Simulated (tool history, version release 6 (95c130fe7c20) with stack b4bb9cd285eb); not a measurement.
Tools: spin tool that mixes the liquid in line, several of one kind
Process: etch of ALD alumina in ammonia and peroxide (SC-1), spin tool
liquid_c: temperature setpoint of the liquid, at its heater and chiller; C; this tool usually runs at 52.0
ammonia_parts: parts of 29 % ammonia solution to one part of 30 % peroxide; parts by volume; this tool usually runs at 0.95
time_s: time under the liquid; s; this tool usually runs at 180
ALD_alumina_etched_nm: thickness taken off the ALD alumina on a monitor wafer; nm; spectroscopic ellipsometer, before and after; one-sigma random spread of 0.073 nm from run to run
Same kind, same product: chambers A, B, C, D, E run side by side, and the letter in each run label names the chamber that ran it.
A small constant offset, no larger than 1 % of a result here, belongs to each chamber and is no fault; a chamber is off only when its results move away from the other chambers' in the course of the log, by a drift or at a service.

| run | hour | liquid_c | ammonia_parts | time_s | hours since the thermometer was replaced | hours since the ammonia flow meter was replaced | hours since the heated supply line was repaired | hours since the drum of ammonia solution was connected | read-back film thickness of the ALD alumina reference wafer, read on the same gauge (nm) | ALD_alumina_etched_nm |
|---|---|---|---|---|---|---|---|---|---|---|
| 1B | 5.4 | 52.0 | 0.95 | 180 | 1146.1 | 1201.9 | 96.9 | 347.1 | 120.02 | 8.4614 |
| 2A | 9.6 | 52.0 | 0.95 | 180 | 286.1 | 78.4 | 1138.6 | 272.9 | 119.99 | 8.5718 |
| 3C | 14.3 | 52.0 | 0.95 | 180 | 1066.6 | 1294.5 | 1274.9 | 482.4 | 119.97 | 8.3707 |
| 4E | 18.9 | 52.0 | 0.95 | 180 | 523.6 | 824.7 | 1642.1 | 727.7 | 120.00 | 8.3646 |
| 5D | 23.9 | 52.0 | 0.95 | 135 | 975.4 | 132.1 | 580.6 | 1076.0 | 120.02 | 6.2683 |
| 6D | 27.0 | 52.0 | 0.95 | 135 | 978.5 | 135.2 | 583.7 | 1079.1 | 120.04 | 6.2949 |
| 7A | 33.5 | 52.0 | 0.95 | 135 | 310.0 | 102.3 | 1162.5 | 296.8 | 120.02 | 6.3874 |
| 8C | 39.1 | 52.0 | 0.95 | 135 | 1091.4 | 1319.3 | 1299.7 | 507.2 | 119.97 | 6.3525 |
| 9B | 44.9 | 52.0 | 0.95 | 135 | 1185.6 | 1241.4 | 136.4 | 386.6 | 120.00 | 6.3541 |
| 10E | 50.4 | 52.0 | 0.95 | 180 | 555.1 | 856.2 | 1673.6 | 759.2 | 120.05 | 8.4757 |
| 11A | 55.9 | 48.5 | 0.50 | 180 | 332.4 | 124.7 | 1184.9 | 319.2 | 120.04 | 6.5537 |
|  | 59.0 | chamber D: new drum of ammonia solution connected |
| 12C | 59.7 | 48.5 | 0.50 | 180 | 1112.0 | 1339.9 | 1320.3 | 527.8 | 120.04 | 6.3863 |
| 13E | 64.4 | 48.5 | 0.50 | 180 | 569.1 | 870.2 | 1687.6 | 773.2 | 119.99 | 6.4981 |
| 14D | 67.4 | 48.5 | 0.50 | 180 | 1018.9 | 175.6 | 624.1 | 8.4 | 119.99 | 6.5177 |
| 15B | 72.7 | 48.5 | 0.50 | 180 | 1213.4 | 1269.2 | 164.2 | 414.4 | 119.98 | 6.5285 |
|  | 74.2 | chamber E: new drum of ammonia solution connected |
| 16E | 77.9 | 52.0 | 0.95 | 180 | 582.6 | 883.7 | 1701.1 | 3.8 | 120.04 | 8.4988 |
| 17D | 84.2 | 52.0 | 0.95 | 180 | 1035.7 | 192.4 | 640.9 | 25.2 | 119.97 | 8.2918 |
| 18A | 89.5 | 52.0 | 0.95 | 180 | 366.0 | 158.3 | 1218.5 | 352.8 | 119.96 | 8.4211 |
| 19B | 94.3 | 52.0 | 0.95 | 180 | 1235.0 | 1290.8 | 185.8 | 436.0 | 120.03 | 8.3245 |
| 20C | 100.8 | 52.0 | 0.95 | 180 | 1153.1 | 1381.0 | 1361.4 | 568.9 | 120.00 | 8.4251 |
|  | 102.3 | chamber E: ammonia flow meter replaced |
| 21D | 106.9 | 52.0 | 1.20 | 285 | 1058.4 | 215.1 | 663.6 | 47.9 | 119.97 | 13.6330 |
| 22E | 111.5 | 52.0 | 1.20 | 285 | 616.2 | 9.2 | 1734.7 | 37.4 | 120.03 | 13.6370 |
| 23A | 115.6 | 52.0 | 1.20 | 285 | 392.1 | 184.4 | 1244.6 | 378.9 | 120.06 | 13.6780 |
| 24C | 120.4 | 52.0 | 1.20 | 285 | 1172.7 | 1400.6 | 1381.0 | 588.5 | 120.02 | 13.6340 |
| 25B | 123.5 | 52.0 | 1.20 | 285 | 1264.2 | 1320.0 | 215.0 | 465.2 | 120.00 | 13.6680 |
| 26A | 126.8 | 52.0 | 0.95 | 180 | 403.3 | 195.6 | 1255.8 | 390.1 | 120.02 | 8.2631 |
| 27D | 131.1 | 52.0 | 0.95 | 180 | 1082.6 | 239.3 | 687.8 | 72.1 | 119.99 | 8.3108 |
| 28B | 135.7 | 52.0 | 0.95 | 180 | 1276.4 | 1332.2 | 227.2 | 477.4 | 119.98 | 8.4129 |
| 29E | 139.6 | 52.0 | 0.95 | 180 | 644.3 | 37.3 | 1762.8 | 65.5 | 119.97 | 8.4059 |
| 30C | 143.9 | 52.0 | 0.95 | 180 | 1196.2 | 1424.1 | 1404.5 | 612.0 | 119.99 | 8.3892 |
| 31C | 150.1 | 52.0 | 0.95 | 180 | 1202.4 | 1430.3 | 1410.7 | 618.2 | 119.99 | 8.3606 |
| 32E | 153.5 | 52.0 | 0.95 | 180 | 658.2 | 51.2 | 1776.7 | 79.4 | 119.99 | 8.3798 |
| 33A | 158.8 | 52.0 | 0.95 | 180 | 435.3 | 227.6 | 1287.8 | 422.1 | 119.98 | 8.2655 |
| 34D | 163.8 | 52.0 | 0.95 | 180 | 1115.3 | 272.0 | 720.5 | 104.8 | 119.98 | 8.2929 |
| 35B | 169.3 | 56.0 | 0.95 | 90 | 1310.0 | 1365.8 | 260.8 | 511.0 | 119.96 | 5.2667 |
| 36B | 172.2 | 56.0 | 0.95 | 90 | 1312.9 | 1368.7 | 263.7 | 513.9 | 119.99 | 5.2133 |

For the next run the whole fleet of 5 chambers uses the same settings. Give each chamber's results:
| 37A | 176.8 | 47.5 | 0.95 | 180 |  |  |  |  |  | ? |
| 37B | 176.8 | 47.5 | 0.95 | 180 |  |  |  |  |  | ? |
| 37C | 176.8 | 47.5 | 0.95 | 180 |  |  |  |  |  | ? |
| 37D | 176.8 | 47.5 | 0.95 | 180 |  |  |  |  |  | ? |
| 37E | 176.8 | 47.5 | 0.95 | 180 |  |  |  |  |  | ? |

| run | ALD_alumina_etched_nm |
|---|---|
| 37A | 6.5635 |
| 37B | 6.6309 |
| 37C | 6.4989 |
| 37D | 6.5744 |
| 37E | 6.6415 |

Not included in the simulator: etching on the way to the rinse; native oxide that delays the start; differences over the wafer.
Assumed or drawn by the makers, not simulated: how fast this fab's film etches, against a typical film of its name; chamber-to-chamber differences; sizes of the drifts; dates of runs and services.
